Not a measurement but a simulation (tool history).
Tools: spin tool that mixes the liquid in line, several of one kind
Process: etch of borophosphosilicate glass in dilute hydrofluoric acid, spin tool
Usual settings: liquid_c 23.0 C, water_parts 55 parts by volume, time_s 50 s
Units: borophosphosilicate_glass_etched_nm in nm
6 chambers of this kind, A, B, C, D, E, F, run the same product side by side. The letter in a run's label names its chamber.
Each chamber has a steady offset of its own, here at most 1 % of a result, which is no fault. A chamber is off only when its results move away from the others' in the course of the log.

run	hour	liquid_c	water_parts	time_s	hours since the thermometer was replaced	hours since the hydrofluoric acid flow meter was replaced	read-back film thickness of the borophosphosilicate glass reference wafer, read on the same gauge (nm)	borophosphosilicate_glass_etched_nm
1A	10.7	23.0	55	50	420.1	965.3	109.99	39.394
2F	18.8	23.0	55	50	1325.2	378.6	109.98	39.526
3C	29.3	23.0	55	50	916.0	96.7	109.97	38.938
4D	40.7	23.0	55	50	163.5	454.7	109.99	39.729
5B	49.6	23.0	55	50	572.8	935.5	110.00	39.177
6E	58.9	23.0	55	50	2124.2	272.2	109.99	39.715
7F	66.7	23.0	55	50	1373.1	426.5	110.02	39.381
8C	75.8	26.0	65	50	962.5	143.2	110.04	37.292
9E	87.5	26.0	65	50	2152.8	300.8	109.95	37.494
10B	94.2	26.0	65	50	617.4	980.1	109.96	37.056
11D	105.3	26.0	65	50	228.1	519.3	109.99	37.403
# hour 108.0: chamber F: thermometer replaced
12A	111.6	26.0	65	50	521.0	1066.2	110.00	37.604
13B	117.9	26.0	65	50	641.1	1003.8	110.02	37.356
14A	126.3	23.0	55	50	535.7	1080.9	110.02	39.765
15D	134.1	23.0	55	50	256.9	548.1	110.02	39.523
16F	143.9	23.0	55	50	36.0	503.7	109.97	39.513
17E	155.8	23.0	55	50	2221.1	369.1	110.07	39.568
18C	162.5	23.0	55	50	1049.2	229.9	110.00	39.694
19A	171.1	23.0	55	50	580.5	1125.7	109.97	39.681
20B	179.7	23.0	55	50	702.9	1065.6	109.98	39.354
21C	186.2	23.0	55	50	1072.9	253.6	110.02	39.625
22D	192.3	23.0	55	50	315.1	606.3	110.03	39.369
23E	200.0	25.5	45	50	2265.3	413.3	109.98	54.239
24F	210.7	25.5	45	50	102.8	570.5	110.01	54.785
25F	220.1	25.5	45	50	112.2	579.9	110.03	54.928
26E	226.8	25.5	45	50	2292.1	440.1	110.01	55.158
27D	235.7	25.5	45	50	358.5	649.7	109.98	54.207
28A	246.2	25.5	45	50	655.6	1200.8	110.00	54.018
29B	253.9	23.0	55	50	777.1	1139.8	110.02	39.259
30C	263.0	23.0	55	40	1149.7	330.4	110.01	32.859
31C	272.8	23.0	55	40	1159.5	340.2	110.02	32.679
32E	281.3	23.0	55	40	2346.6	494.6	110.00	32.068
33D	288.3	23.0	55	40	411.1	702.3	109.96	31.919
34F	297.6	23.0	55	40	189.7	657.4	110.01	31.581
35A	304.3	23.0	55	40	713.7	1258.9	109.98	31.517
36B	310.4	23.0	70	75	833.6	1196.3	109.99	46.035
37C	321.7	23.0	70	75	1208.4	389.1	109.99	46.932
38F	328.0	23.0	70	75	220.1	687.8	109.99	45.878
39B	334.1	23.0	70	75	857.3	1220.0	110.02	45.592
40E	345.2	23.0	70	75	2410.5	558.5	110.01	45.621

Is one chamber off against the others, does the gauge drift, or is nothing wrong? If a chamber is off, say which, and what the likeliest cause is.

Chamber C drifts away from the others.
Cause: liquid hotter than its thermometer reads (K) = 1.21.
The log may not tell that from: hydrofluoric acid flow above the setpoint (%).

Here are 4 candidates for chamber C's next run, each the usual settings with a change, their results left as question marks. Which one brings its results back in line with what the others give on the usual settings?
In line means no further than this from the other chambers' mean on the usual settings: borophosphosilicate_glass_etched_nm 0.800 nm
41C-1	353.6	23.0	55	55				?
41C-2	353.6	24.0	55	50				?
41C-3	353.6	21.0	55	50				?
41C-4	353.6	22.0	55	50				?

The other chambers' mean on the usual settings: borophosphosilicate_glass_etched_nm 39.539 nm
run	borophosphosilicate_glass_etched_nm
41C-1	45.391
41C-2	42.981
41C-3	37.997
41C-4	39.604
41C-4 brings the chamber back in line.
